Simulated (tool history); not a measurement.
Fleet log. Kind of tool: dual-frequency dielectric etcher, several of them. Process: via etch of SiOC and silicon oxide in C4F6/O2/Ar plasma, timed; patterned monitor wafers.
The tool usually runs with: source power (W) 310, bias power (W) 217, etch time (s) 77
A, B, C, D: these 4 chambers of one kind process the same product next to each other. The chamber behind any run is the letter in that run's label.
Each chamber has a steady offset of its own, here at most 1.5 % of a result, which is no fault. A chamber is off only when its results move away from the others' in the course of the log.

run,hour,source power (W),bias power (W),etch time (s),hours since the last wet clean,hours since the last source power generator calibration,hours since the last bias power generator calibration,"read-back reference wafer on the same gauge, depth_nm",mean etch depth across the wafer (nm)
1C,4,310,217,77,212.9,76.1,1807.9,89.35,84.785
2B,7.3,310,217,77,515.9,2303.6,1266.1,89.447,83.763
3D,12.8,310,217,77,88.3,1926.8,570.1,89.371,84.336
4A,17.7,310,217,77,383.2,765.8,1772.4,89.35,83.263
5B,23.6,310,217,77,532.2,2319.9,1282.4,89.448,83.747
6A,29.4,310,217,63,394.9,777.5,1784.1,89.383,68.301
7C,32.6,310,217,63,241.5,104.7,1836.5,89.317,69.094
8D,37.8,310,217,63,113.3,1951.8,595.1,89.402,68.669
9C,40.6,310,217,63,249.5,112.7,1844.5,89.395,69.319
10A,45.6,310,217,77,411.1,793.7,1800.3,89.353,83.433
11D,49.9,310,217,69.5,125.4,1963.9,607.2,89.426,76.003
12B,54.7,310,217,69.5,563.3,2351,1313.5,89.386,75.321
13C,60.1,310,217,69.5,269,132.2,1864,89.414,76.014
14A,65.2,310,217,69.5,430.7,813.3,1819.9,89.337,74.762
# hour 65.3: chamber B: wet clean of the chamber
15D,69.1,310,217,77,144.6,1983.1,626.4,89.355,83.983
# hour 72.4: chamber A: wet clean of the chamber
16B,72.9,310,217,77,7.6,2369.2,1331.7,89.376,83.689
17B,76.6,310,217,77,11.3,2372.9,1335.4,89.391,83.962
18D,81.9,310,217,77,157.4,1995.9,639.2,89.386,83.849
19C,86.8,310,217,77,295.7,158.9,1890.7,89.398,84.529
20A,91.7,310,217,93,19.4,839.8,1846.4,89.378,100.98
21C,97.3,310,217,93,306.2,169.4,1901.2,89.459,102.16
22D,102.4,310,217,93,177.9,2016.4,659.7,89.369,102.24
23B,107.9,310,217,93,42.6,2404.2,1366.7,89.404,101.09
24A,113.5,310,217,77,41.2,861.6,1868.2,89.383,83.042
25A,118.5,310,175,69.5,46.2,866.6,1873.2,89.374,70.08
26D,123.9,310,175,69.5,199.4,2037.9,681.2,89.305,70.631
27B,126.7,310,175,69.5,61.4,2423,1385.5,89.507,70.329
28C,132.2,310,175,69.5,341.1,204.3,1936.1,89.451,71.295
29A,137.1,310,217,77,64.8,885.2,1891.8,89.392,82.789
30C,141.5,310,217,77,350.4,213.6,1945.4,89.345,85.031
31B,147.2,310,217,77,81.9,2443.5,1406,89.442,83.389

All chambers now run identical settings, listed one chamber a line with results as question marks. What results will each chamber show?
32A,151.4,310,217,77,,,,,?
32B,151.4,310,217,77,,,,,?
32C,151.4,310,217,77,,,,,?
32D,151.4,310,217,77,,,,,?

run,mean etch depth across the wafer (nm)
32A,82.889
32B,83.814
32C,84.809
32D,84.424
